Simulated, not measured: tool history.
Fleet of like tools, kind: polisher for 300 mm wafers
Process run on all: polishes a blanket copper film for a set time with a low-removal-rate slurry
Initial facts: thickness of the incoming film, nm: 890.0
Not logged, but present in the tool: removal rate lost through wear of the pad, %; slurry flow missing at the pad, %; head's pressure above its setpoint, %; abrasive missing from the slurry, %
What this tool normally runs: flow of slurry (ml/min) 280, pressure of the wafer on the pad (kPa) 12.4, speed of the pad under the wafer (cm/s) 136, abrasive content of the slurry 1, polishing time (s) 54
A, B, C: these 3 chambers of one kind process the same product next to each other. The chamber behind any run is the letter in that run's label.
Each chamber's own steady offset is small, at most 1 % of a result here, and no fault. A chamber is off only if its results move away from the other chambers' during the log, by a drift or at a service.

run,hour,flow of slurry (ml/min),pressure of the wafer on the pad (kPa),speed of the pad under the wafer (cm/s),abrasive content of the slurry,polishing time (s),wafers polished on this pad,hours since the slurry nozzle was cleaned,hours since the head pressure was calibrated,hours since the slurry blender was calibrated,film removed (angstrom)
1B,4.2,280,12.4,136,1,54,801,110.6,66.6,142,1209.1
2A,10.7,280,12.4,136,1,54,109,128.5,707.9,91.5,1175.7
3C,14.9,280,12.4,136,1,54,1155,587.4,842.6,149.3,1177.8
4A,21.6,280,12.4,136,1,54,187,139.4,718.8,102.4,1188.5
5C,27.9,280,12.4,136,1,54,1248,600.4,855.6,162.3,1200.4
# hour 31.6: chamber C: worn pad replaced by a new one
6B,31.9,280,12.4,136,1,54,999,138.3,94.3,169.7,1186
7C,35.6,280,12.4,136,1,54,28,608.1,863.3,170,1186.5
8A,40,280,12.4,136,1,54,319,157.8,737.2,120.8,1207.4
# hour 45.7: chamber B: worn pad replaced by a new one
9B,46.2,280,12.4,136,1,54,3,152.6,108.6,184,1177.7
10A,49.3,280,12.4,136,1,54,386,167.1,746.5,130.1,1215.6
# hour 49.9: chamber A: slurry blender recalibrated
11B,52.3,280,12.4,136,1,54,47,158.7,114.7,190.1,1166.6
12C,57,280,12.4,136,1,54,182,629.5,884.7,191.4,1183.3
13B,60.2,280,12.4,136,1,54,104,166.6,122.6,198,1184.9
# hour 62.9: chamber C: head pressure recalibrated
14C,65.4,280,12.4,136,1,54,242,637.9,2.6,199.8,1190.4
15A,70.8,280,9.7,136,0.9,54,540,188.6,768,20.9,894.47
16A,75.9,280,9.7,136,0.9,54,577,193.7,773.1,26,901.61
# hour 77: chamber A: worn pad replaced by a new one
17B,80.3,280,9.7,136,0.9,54,248,186.7,142.7,218.1,888.07
18C,85.4,280,12.4,136,0.9,54,386,657.9,22.6,219.8,1142.9
# hour 86.9: chamber C: slurry blender recalibrated
19B,91.8,280,12.4,136,0.9,54,331,198.2,154.2,229.6,1134.4
20A,97.1,280,12.4,136,0.9,54,144,214.9,794.3,47.2,1170.9
21C,101.1,280,12.4,136,1,54,499,673.6,38.3,14.2,1178.5
22C,106.2,280,13.8,136,1,54,535,678.7,43.4,19.3,1284.7
23A,112.1,280,13.8,136,1,54,252,229.9,809.3,62.2,1328.6
24B,117.1,280,13.8,136,1,54,513,223.5,179.5,254.9,1270.7
# hour 117.6: chamber A: head pressure recalibrated
25A,120.5,280,13.8,136,1,62,312,238.3,2.9,70.6,1512.8
26B,123.7,280,13.8,136,1,62,560,230.1,186.1,261.5,1511.5
# hour 125.6: chamber C: slurry nozzle cleaned
27C,129.1,280,13.8,136,1,62,700,3.6,66.3,42.2,1493.2
28A,135.2,280,12.4,136,1,54,418,253,17.6,85.3,1216.8
29B,141,280,12.4,136,1,54,684,247.4,203.4,278.8,1179.7
30C,145.8,280,12.4,136,1,54,820,20.3,83,58.9,1199
31B,150.1,280,12.4,136,1,54,750,256.5,212.5,287.9,1169.2
32A,154,280,12.4,136,1,54,553,271.8,36.4,104.1,1178.1
33C,158.9,280,12.4,136,1,54,914,33.4,96.1,72,1169.4
# hour 162: chamber A: worn pad replaced by a new one
34C,164.3,280,9.7,136,1,54,953,38.8,101.5,77.4,913.25
35A,167.5,280,9.7,136,1,54,40,285.3,49.9,117.6,918.76
36B,170.6,280,9.7,136,1,54,897,277,233,308.4,905.43
37C,173.9,280,12.4,136,1,54,1022,48.4,111.1,87,1173.5
38B,178.9,280,12.4,136,1,54,956,285.3,241.3,316.7,1181.4
# hour 179.3: chamber A: slurry blender recalibrated
39A,183.8,280,12.4,136,1,54,157,301.6,66.2,4.6,1176.1
40B,190.1,280,12.4,136,1,54,1037,296.5,252.5,327.9,1181.4
41A,193.3,280,12.4,136,1,54,225,311.1,75.7,14.1,1208.9
42C,199.2,280,12.4,136,1,54,1203,73.7,136.4,112.3,1187.8
43C,205.6,280,12.4,136,1,54,1249,80.1,142.8,118.7,1174.4

Has any chamber moved away from the others, gradually or after a service, or does the common gauge drift, or do the chambers differ only by their own small steady offsets? State the chamber and the most likely cause if one applies.

All chambers stay in line apart from their small fixed offsets, and the gauge does not drift.
